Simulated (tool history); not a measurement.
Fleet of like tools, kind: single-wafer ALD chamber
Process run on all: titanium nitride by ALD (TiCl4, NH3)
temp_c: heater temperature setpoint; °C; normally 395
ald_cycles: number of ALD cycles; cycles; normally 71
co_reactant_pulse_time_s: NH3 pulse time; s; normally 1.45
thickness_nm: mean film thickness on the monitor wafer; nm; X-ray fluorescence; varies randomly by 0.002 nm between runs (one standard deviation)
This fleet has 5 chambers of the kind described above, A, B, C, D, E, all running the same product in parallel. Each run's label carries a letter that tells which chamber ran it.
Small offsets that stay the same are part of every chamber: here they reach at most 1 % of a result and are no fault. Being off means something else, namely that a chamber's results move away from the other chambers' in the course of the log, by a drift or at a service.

| run | hour | temp_c | ald_cycles | co_reactant_pulse_time_s | read-back reference wafer on the same gauge, thickness_nm | thickness_nm |
|---|---|---|---|---|---|---|
| 1D | 14.3 | 395 | 71 | 1.45 | 1.65 | 1.517 |
| 2C | 25.1 | 395 | 71 | 1.45 | 1.6493 | 1.5422 |
| 3A | 33.2 | 395 | 71 | 1.45 | 1.6493 | 1.5352 |
| 4E | 48.6 | 395 | 71 | 1.45 | 1.6486 | 1.5467 |
| 5B | 60.3 | 395 | 71 | 1.45 | 1.6487 | 1.5429 |
| 6C | 69.9 | 395 | 71 | 1.45 | 1.6481 | 1.5399 |
| 7E | 84.7 | 395 | 71 | 1.45 | 1.6488 | 1.5497 |
| 8A | 93 | 395 | 71 | 1.45 | 1.6491 | 1.5284 |
| 9B | 105.4 | 395 | 71 | 1.45 | 1.6479 | 1.5418 |
| 10D | 118.1 | 395 | 71 | 1.45 | 1.6481 | 1.5235 |
| 11C | 132.2 | 395 | 71 | 1.45 | 1.648 | 1.5421 |
| 12A | 141 | 395 | 71 | 1.45 | 1.6475 | 1.5266 |
| 13B | 149.8 | 395 | 71 | 1.45 | 1.6468 | 1.5401 |
| 14E | 159.1 | 395 | 71 | 1.45 | 1.6476 | 1.5471 |
| 15D | 169.7 | 395 | 71 | 1.45 | 1.6472 | 1.518 |
| 16D | 181 | 395 | 71 | 1.45 | 1.647 | 1.5178 |
| 17B | 188.8 | 395 | 71 | 1.45 | 1.6464 | 1.5378 |
| 18C | 200.8 | 395 | 71 | 1.45 | 1.6466 | 1.5404 |
| 19A | 212.6 | 395 | 71 | 1.45 | 1.6458 | 1.5287 |
| 20E | 222.1 | 395 | 71 | 1.45 | 1.6456 | 1.5443 |
| 21E | 237.3 | 395 | 71 | 1.45 | 1.6453 | 1.5433 |
| 22C | 252.3 | 395 | 71 | 1.45 | 1.6455 | 1.5397 |
| 23A | 262.7 | 395 | 71 | 1.45 | 1.6455 | 1.5295 |
| 24B | 278.1 | 395 | 71 | 1.95 | 1.6449 | 1.5596 |
| 25D | 288.6 | 395 | 71 | 1.95 | 1.6447 | 1.5376 |
| 26D | 301.6 | 395 | 71 | 1.95 | 1.6444 | 1.5358 |
| 27A | 312.3 | 395 | 71 | 1.95 | 1.6439 | 1.5506 |
| 28C | 327.5 | 395 | 71 | 1.95 | 1.644 | 1.5637 |
| 29E | 343 | 395 | 71 | 1.45 | 1.6429 | 1.5412 |
| 30B | 357 | 395 | 60 | 0.99 | 1.6432 | 1.268 |
| 31E | 370.4 | 395 | 60 | 0.99 | 1.643 | 1.273 |
| 32D | 381.7 | 395 | 60 | 0.99 | 1.6426 | 1.25 |
| 33C | 390.1 | 395 | 60 | 0.99 | 1.643 | 1.2674 |
| 34B | 401.8 | 395 | 60 | 0.99 | 1.6426 | 1.271 |
| 35A | 410.5 | 395 | 71 | 1.45 | 1.642 | 1.5262 |
| 36B | 420 | 395 | 71 | 1.45 | 1.6418 | 1.5303 |
| 37D | 430.3 | 395 | 71 | 1.45 | 1.6415 | 1.515 |
| 38A | 437.9 | 395 | 71 | 1.45 | 1.6418 | 1.5257 |

For the next run the whole fleet of 5 chambers uses the same settings. Give each chamber's results:
| 39A | 449.2 | 395 | 77 | 1.45 |  | ? |
| 39B | 449.2 | 395 | 77 | 1.45 |  | ? |
| 39C | 449.2 | 395 | 77 | 1.45 |  | ? |
| 39D | 449.2 | 395 | 77 | 1.45 |  | ? |
| 39E | 449.2 | 395 | 77 | 1.45 |  | ? |

| run | thickness_nm |
|---|---|
| 39A | 1.6534 |
| 39B | 1.6615 |
| 39C | 1.6648 |
| 39D | 1.6408 |
| 39E | 1.6701 |
